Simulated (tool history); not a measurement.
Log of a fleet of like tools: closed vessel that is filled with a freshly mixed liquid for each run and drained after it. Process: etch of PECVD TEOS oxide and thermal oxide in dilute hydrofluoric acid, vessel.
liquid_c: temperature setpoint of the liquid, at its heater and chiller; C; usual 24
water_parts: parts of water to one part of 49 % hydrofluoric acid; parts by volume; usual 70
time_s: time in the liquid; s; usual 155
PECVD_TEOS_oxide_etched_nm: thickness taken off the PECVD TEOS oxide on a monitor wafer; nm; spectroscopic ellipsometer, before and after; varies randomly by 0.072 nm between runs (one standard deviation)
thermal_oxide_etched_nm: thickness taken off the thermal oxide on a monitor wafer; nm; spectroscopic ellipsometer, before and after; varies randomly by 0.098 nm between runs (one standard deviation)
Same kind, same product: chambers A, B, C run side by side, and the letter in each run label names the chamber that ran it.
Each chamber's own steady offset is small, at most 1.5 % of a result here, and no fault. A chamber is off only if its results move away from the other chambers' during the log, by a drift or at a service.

| run | day | liquid_c | water_parts | time_s | read-back film thickness of the PECVD TEOS oxide reference wafer, read on the same gauge (nm) | read-back film thickness of the thermal oxide reference wafer, read on the same gauge (nm) | PECVD_TEOS_oxide_etched_nm | thermal_oxide_etched_nm |
|---|---|---|---|---|---|---|---|---|
| 1A | 0.388 | 24 | 70 | 155 | 39.968 | 50.028 | 19.645 | 10.928 |
| 2B | 0.725 | 24 | 70 | 155 | 40.003 | 50.01 | 19.659 | 10.946 |
| 3C | 1.121 | 24 | 70 | 155 | 39.986 | 50.018 | 19.739 | 10.972 |
| 4B | 1.517 | 24 | 70 | 155 | 39.996 | 49.986 | 19.799 | 11.214 |
|  | 1.671 | chamber B: hydrofluoric acid flow meter replaced |
| 5A | 1.804 | 24 | 70 | 155 | 40.036 | 50.023 | 19.559 | 10.896 |
| 6C | 2.175 | 24 | 70 | 155 | 40.014 | 49.98 | 19.835 | 10.801 |
| 7B | 2.525 | 26.5 | 70 | 185 | 40.019 | 49.969 | 25.904 | 14.562 |
| 8C | 2.879 | 26.5 | 70 | 185 | 39.984 | 49.997 | 26.092 | 14.561 |
| 9A | 3.179 | 26.5 | 70 | 185 | 39.991 | 50.004 | 26.028 | 14.284 |
| 10B | 3.446 | 24 | 70 | 155 | 40.009 | 49.975 | 19.749 | 11.138 |
| 11A | 3.792 | 24 | 70 | 155 | 39.978 | 50.048 | 19.615 | 10.791 |
| 12C | 4.062 | 24 | 70 | 155 | 39.972 | 50.009 | 19.737 | 10.873 |
| 13C | 4.425 | 24 | 70 | 155 | 39.998 | 49.992 | 19.76 | 10.837 |
| 14B | 4.629 | 24 | 95 | 65 | 39.999 | 50.001 | 5.9128 | 3.2526 |
| 15A | 4.842 | 24 | 95 | 65 | 40.028 | 50.038 | 5.8566 | 3.2696 |
| 16B | 5.108 | 24 | 95 | 65 | 39.981 | 49.964 | 5.9185 | 3.2797 |
| 17A | 5.3 | 24 | 70 | 155 | 39.988 | 50.052 | 19.764 | 10.75 |
| 18C | 5.696 | 24 | 70 | 95 | 39.973 | 50.046 | 11.951 | 6.6313 |
| 19C | 6.042 | 24 | 70 | 95 | 39.974 | 50.012 | 12.122 | 6.7326 |
| 20A | 6.275 | 24 | 70 | 95 | 40.024 | 50.008 | 12.079 | 6.7224 |
| 21B | 6.633 | 24 | 70 | 155 | 39.986 | 49.96 | 19.865 | 11.017 |
| 22C | 6.962 | 24 | 70 | 155 | 40.022 | 49.998 | 19.551 | 10.943 |
| 23B | 7.238 | 24 | 70 | 155 | 39.998 | 50.007 | 19.781 | 11.045 |
| 24A | 7.492 | 24 | 70 | 155 | 40.069 | 50.017 | 19.799 | 10.756 |
|  | 7.775 | chamber C: hydrofluoric acid flow meter replaced |
| 25A | 7.829 | 24 | 70 | 155 | 40.065 | 50.029 | 19.678 | 10.815 |
| 26C | 8.033 | 24 | 70 | 155 | 40.029 | 50.001 | 19.673 | 10.702 |
| 27B | 8.242 | 21 | 70 | 155 | 39.964 | 50.018 | 17.323 | 9.6598 |
| 28B | 8.517 | 21 | 70 | 155 | 39.97 | 50.008 | 17.292 | 9.7125 |
| 29C | 8.912 | 21 | 70 | 155 | 39.954 | 50.01 | 17.366 | 9.7193 |
| 30A | 9.308 | 24 | 85 | 115 | 40.035 | 50.008 | 11.698 | 6.5481 |
| 31A | 9.533 | 24 | 85 | 115 | 40.003 | 49.996 | 11.775 | 6.5598 |
| 32C | 9.883 | 24 | 85 | 115 | 39.977 | 49.999 | 11.873 | 6.5665 |
| 33B | 10.138 | 24 | 70 | 155 | 40.008 | 49.997 | 19.801 | 11.031 |
| 34B | 10.488 | 24 | 70 | 155 | 39.976 | 50.003 | 19.628 | 10.895 |
| 35C | 10.867 | 24 | 70 | 155 | 40.024 | 50.015 | 19.546 | 10.852 |
| 36A | 11.2 | 24 | 70 | 155 | 40.05 | 50.028 | 19.858 | 10.947 |
| 37A | 11.533 | 24 | 70 | 155 | 40.003 | 49.993 | 19.726 | 10.833 |

For the next run the whole fleet of 3 chambers uses the same settings. Give each chamber's results:
| 38A | 11.821 | 24 | 70 | 155 |  |  | ? | ? |
| 38B | 11.821 | 24 | 70 | 155 |  |  | ? | ? |
| 38C | 11.821 | 24 | 70 | 155 |  |  | ? | ? |

| run | PECVD_TEOS_oxide_etched_nm | thermal_oxide_etched_nm |
|---|---|---|
| 38A | 19.732 | 10.818 |
| 38B | 19.671 | 10.889 |
| 38C | 19.739 | 10.939 |

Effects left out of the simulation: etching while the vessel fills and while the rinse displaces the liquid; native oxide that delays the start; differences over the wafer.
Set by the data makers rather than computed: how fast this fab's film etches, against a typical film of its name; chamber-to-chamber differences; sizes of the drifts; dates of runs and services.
